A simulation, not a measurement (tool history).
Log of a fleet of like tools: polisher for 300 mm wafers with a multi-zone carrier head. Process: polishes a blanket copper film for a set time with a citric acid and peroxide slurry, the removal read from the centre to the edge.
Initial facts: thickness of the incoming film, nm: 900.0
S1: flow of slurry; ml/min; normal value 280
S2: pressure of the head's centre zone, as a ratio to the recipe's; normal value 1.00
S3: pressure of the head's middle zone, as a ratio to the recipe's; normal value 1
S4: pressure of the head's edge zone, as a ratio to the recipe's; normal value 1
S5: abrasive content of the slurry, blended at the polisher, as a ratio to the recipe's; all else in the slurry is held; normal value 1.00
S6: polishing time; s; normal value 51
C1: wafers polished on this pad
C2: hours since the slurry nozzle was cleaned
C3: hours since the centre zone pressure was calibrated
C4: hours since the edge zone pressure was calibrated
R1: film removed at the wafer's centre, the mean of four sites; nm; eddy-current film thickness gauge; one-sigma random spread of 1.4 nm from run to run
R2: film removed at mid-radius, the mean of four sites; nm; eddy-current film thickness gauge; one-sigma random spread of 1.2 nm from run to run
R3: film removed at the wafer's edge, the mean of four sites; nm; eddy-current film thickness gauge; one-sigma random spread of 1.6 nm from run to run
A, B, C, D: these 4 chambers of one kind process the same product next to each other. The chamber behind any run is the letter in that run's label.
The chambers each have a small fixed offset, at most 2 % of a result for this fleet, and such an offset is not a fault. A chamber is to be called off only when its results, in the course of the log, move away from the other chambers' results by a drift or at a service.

run 1A day=0.317 | S1=280 S2=1.00 S3=1 S4=1 S5=1.00 S6=51 | C1=249 C2=346.4 C3=925.8 C4=210.4 | R1=132.76 R2=131.27 R3=131.28
run 2C day=0.579 | S1=280 S2=1.00 S3=1 S4=1 S5=1.00 S6=51 | C1=111 C2=331.4 C3=365.8 C4=488.9 | R1=127.23 R2=130.36 R3=128.66
-- day=0.729 chamber B: worn pad replaced by a new one
run 3B day=0.796 | S1=280 S2=1.00 S3=1 S4=1 S5=1.00 S6=51 | C1=11 C2=282.2 C3=880.4 C4=1261.8 | R1=129.61 R2=128.50 R3=128.85
-- day=0.842 chamber D: centre zone pressure recalibrated
run 4D day=1.146 | S1=280 S2=1.00 S3=1 S4=1 S5=1.00 S6=51 | C1=603 C2=189.4 C3=7.4 C4=457.7 | R1=128.04 R2=128.41 R3=130.50
run 5D day=1.546 | S1=280 S2=1.00 S3=1 S4=1 S5=1.00 S6=51 | C1=668 C2=199.0 C3=17.0 C4=467.3 | R1=124.92 R2=127.35 R3=132.16
-- day=1.717 chamber A: slurry nozzle cleaned
run 6A day=1.996 | S1=280 S2=1.00 S3=1 S4=1 S5=0.90 S6=68 | C1=523 C2=6.8 C3=966.1 C4=250.7 | R1=171.87 R2=168.71 R3=170.64
run 7C day=2.242 | S1=280 S2=1.00 S3=1 S4=1 S5=0.90 S6=68 | C1=382 C2=371.3 C3=405.7 C4=528.8 | R1=167.32 R2=167.19 R3=166.56
run 8B day=2.575 | S1=280 S2=1.00 S3=1 S4=1 S5=0.90 S6=68 | C1=301 C2=324.9 C3=923.1 C4=1304.5 | R1=166.89 R2=171.13 R3=169.01
-- day=2.692 chamber C: centre zone pressure recalibrated
run 9A day=2.850 | S1=280 S2=1.00 S3=1 S4=1 S5=0.90 S6=68 | C1=663 C2=27.3 C3=986.6 C4=271.2 | R1=169.96 R2=169.53 R3=170.71
-- day=3.092 chamber D: slurry nozzle cleaned
run 10D day=3.288 | S1=280 S2=1.00 S3=1 S4=1 S5=1.00 S6=51 | C1=952 C2=4.8 C3=58.8 C4=509.1 | R1=128.08 R2=127.63 R3=131.36
run 11B day=3.525 | S1=280 S2=1.00 S3=1 S4=1 S5=1.00 S6=51 | C1=456 C2=347.7 C3=945.9 C4=1327.3 | R1=129.43 R2=129.08 R3=128.41
run 12C day=3.946 | S1=280 S2=0.89 S3=1 S4=1 S5=1.00 S6=51 | C1=660 C2=412.2 C3=30.2 C4=569.7 | R1=112.11 R2=130.44 R3=130.26
-- day=4.225 chamber D: worn pad replaced by a new one
run 13D day=4.308 | S1=280 S2=0.89 S3=1 S4=1 S5=1.00 S6=51 | C1=13 C2=29.3 C3=83.3 C4=533.6 | R1=112.21 R2=128.32 R3=133.60
-- day=4.433 chamber A: centre zone pressure recalibrated
run 14C day=4.512 | S1=280 S2=0.89 S3=1 S4=1 S5=1.00 S6=51 | C1=752 C2=425.8 C3=43.8 C4=583.3 | R1=112.74 R2=128.93 R3=125.03
run 15B day=4.771 | S1=280 S2=0.89 S3=1 S4=1 S5=1.00 S6=51 | C1=659 C2=377.6 C3=975.8 C4=1357.2 | R1=112.34 R2=131.26 R3=126.21
run 16A day=5.221 | S1=280 S2=1.00 S3=1 S4=1 S5=1.00 S6=51 | C1=1049 C2=84.2 C3=18.9 C4=328.1 | R1=125.40 R2=125.12 R3=127.84
-- day=5.400 chamber C: edge zone pressure recalibrated
run 17C day=5.696 | S1=280 S2=1.00 S3=1 S4=1 S5=1.00 S6=51 | C1=945 C2=454.2 C3=72.2 C4=7.2 | R1=130.10 R2=131.02 R3=127.62
run 18D day=5.925 | S1=280 S2=1.00 S3=1 S4=1 S5=1.00 S6=51 | C1=277 C2=68.1 C3=122.1 C4=572.4 | R1=127.86 R2=125.87 R3=134.06
run 19A day=6.279 | S1=280 S2=1.00 S3=1 S4=1 S5=1.00 S6=51 | C1=1222 C2=109.6 C3=44.3 C4=353.5 | R1=122.82 R2=123.42 R3=124.98
run 20B day=6.712 | S1=280 S2=1.00 S3=1 S4=1 S5=1.00 S6=51 | C1=976 C2=424.2 C3=1022.4 C4=1403.8 | R1=128.16 R2=130.23 R3=128.36
run 21C day=7.033 | S1=280 S2=1.00 S3=1 S4=1 S5=1.00 S6=51 | C1=1163 C2=486.3 C3=104.3 C4=39.3 | R1=128.15 R2=130.57 R3=129.10
run 22B day=7.321 | S1=280 S2=1.00 S3=1 S4=1 S5=1.00 S6=51 | C1=1075 C2=438.8 C3=1037.0 C4=1418.4 | R1=131.30 R2=129.13 R3=126.51
run 23A day=7.775 | S1=320 S2=1.00 S3=1 S4=1 S5=0.85 S6=51 | C1=1466 C2=145.5 C3=80.2 C4=389.4 | R1=116.58 R2=116.84 R3=116.80
run 24D day=8.050 | S1=320 S2=1.00 S3=1 S4=1 S5=0.85 S6=51 | C1=624 C2=119.1 C3=173.1 C4=623.4 | R1=126.30 R2=125.61 R3=128.29
run 25B day=8.475 | S1=320 S2=1.00 S3=1 S4=1 S5=0.85 S6=51 | C1=1263 C2=466.5 C3=1064.7 C4=1446.1 | R1=125.95 R2=126.17 R3=123.81
run 26A day=8.733 | S1=320 S2=1.00 S3=1 S4=1 S5=0.85 S6=51 | C1=1622 C2=168.5 C3=103.2 C4=412.4 | R1=114.94 R2=112.25 R3=112.24
run 27D day=9.192 | S1=280 S2=1.00 S3=1 S4=1 S5=1.00 S6=51 | C1=810 C2=146.5 C3=200.5 C4=650.8 | R1=131.26 R2=126.90 R3=131.06

Has any chamber moved away from the others, gradually or after a service, or does the common gauge drift, or do the chambers differ only by their own small steady offsets? State the chamber and the most likely cause if one applies.

It is chamber A that slowly wanders off from its peers.
Likeliest cause: removal rate lost through wear of the pad, % = 12.

Below are 4 candidate recipes for chamber A's next run, each the usual settings with a change, their results shown as question marks. Which of them brings A's results back in line with what the other chambers give on the usual settings?
In-line tolerance around the mean of the other chambers on the usual settings: R1 4.900 nm; R2 4.200 nm; R3 5.600 nm
run 28A-1 day=9.529 | S1=275 S2=1.00 S3=0.99 S4=1 S5=1.00 S6=45 | R1=? R2=? R3=?
run 28A-2 day=9.529 | S1=275 S2=1.00 S3=0.99 S4=1 S5=0.95 S6=41 | R1=? R2=? R3=?
run 28A-3 day=9.529 | S1=285 S2=1.01 S3=1.02 S4=1 S5=1.05 S6=64 | R1=? R2=? R3=?
run 28A-4 day=9.529 | S1=285 S2=1.00 S3=1.01 S4=1 S5=1.00 S6=57 | R1=? R2=? R3=?

The other chambers' mean on the usual settings: R1 128.620 nm; R2 128.760 nm; R3 129.640 nm
run=28A-1 R1=99.835 R2=99.730 R3=101.580
run=28A-2 R1=89.971 R2=89.876 R3=91.545
run=28A-3 R1=145.680 R2=147.810 R3=146.340
run=28A-4 R1=126.990 R2=129.120 R3=129.000
The answer is 28A-4, which returns the chamber to within the allowed miss of the others.
